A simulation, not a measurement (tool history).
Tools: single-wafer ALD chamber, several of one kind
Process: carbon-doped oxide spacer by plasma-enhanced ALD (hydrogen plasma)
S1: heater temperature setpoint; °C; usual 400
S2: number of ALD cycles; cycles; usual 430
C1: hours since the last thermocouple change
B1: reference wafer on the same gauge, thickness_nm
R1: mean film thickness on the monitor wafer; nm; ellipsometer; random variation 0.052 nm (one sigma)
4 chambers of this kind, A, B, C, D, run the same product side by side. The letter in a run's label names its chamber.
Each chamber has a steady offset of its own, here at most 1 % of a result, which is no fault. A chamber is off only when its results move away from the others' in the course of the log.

run   hour   S1   S2      C1      B1      R1
 1C    3.7  400  430  1198.1  18.899  21.533
 2B    8.6  400  430    86.4  18.906  21.374
 3D   16.1  400  430   892.9  18.893   21.48
 4A   21.1  400  430  2235.7  18.902  21.467
 5C   28.4  390  352  1222.8  18.891  17.592
 6A   33.2  390  352  2247.8  18.899  17.584
 7D   37.5  390  352   914.3  18.907  17.543
 8B   42.2  390  352     120  18.907  17.482
 9D   49.1  394  356   925.9  18.912   17.71
10B     55  394  356   132.8  18.889  17.687
11C     63  394  356  1257.4  18.895  17.788
12A   66.8  394  356  2281.4  18.903   17.78
13A   74.6  400  430  2289.2  18.897  21.424
14C   80.3  400  430  1274.7   18.89  21.581
15B   85.8  400  430   163.6  18.904  21.458
16D   90.4  388  430   967.2  18.899  21.322
17D   94.8  388  430   971.6  18.896  21.459
18A     99  388  430  2313.6  18.896  21.536
19C  104.7  388  430  1299.1  18.904  21.459
20B  112.4  400  430   190.2  18.907  21.399
21D  116.9  400  430   993.7  18.904  21.467
22A    123  400  430  2337.6  18.909  21.409
23C  128.9  400  430  1323.3    18.9  21.439
24B  135.6  400  430   213.4  18.908  21.428
25B  141.4  400  430   219.2  18.909  21.343
26A  145.8  400  430  2360.4  18.902  21.474
27C  151.6  400  430    1346  18.897  21.589
28D  157.4  400  430  1034.2   18.89  21.472
29D  165.2  400  430    1042  18.894  21.338
30A  171.4  400  430    2386  18.883  21.387
31B  175.4  400  430   253.2  18.905  21.363
32C    183  400  430  1377.4  18.897  21.506
33C  189.2  400  430  1383.6  18.907  21.581
34A  197.6  411  504  2412.2  18.894  24.323
35B  203.9  411  504   281.7  18.889  24.322
36D  212.1  411  504  1088.9  18.898  24.291
37D    217  411  504  1093.8  18.895  24.214
38C  222.7  400  430  1417.1  18.893   21.54
39A  228.1  400  430  2442.7  18.895  21.361

Next, every chamber runs the same settings. What will each give?
40A  234.2  400  430           ?
40B  234.2  400  430           ?
40C  234.2  400  430           ?
40D  234.2  400  430           ?

run      R1
40A   21.46
40B  21.392
40C  21.559
40D   21.42

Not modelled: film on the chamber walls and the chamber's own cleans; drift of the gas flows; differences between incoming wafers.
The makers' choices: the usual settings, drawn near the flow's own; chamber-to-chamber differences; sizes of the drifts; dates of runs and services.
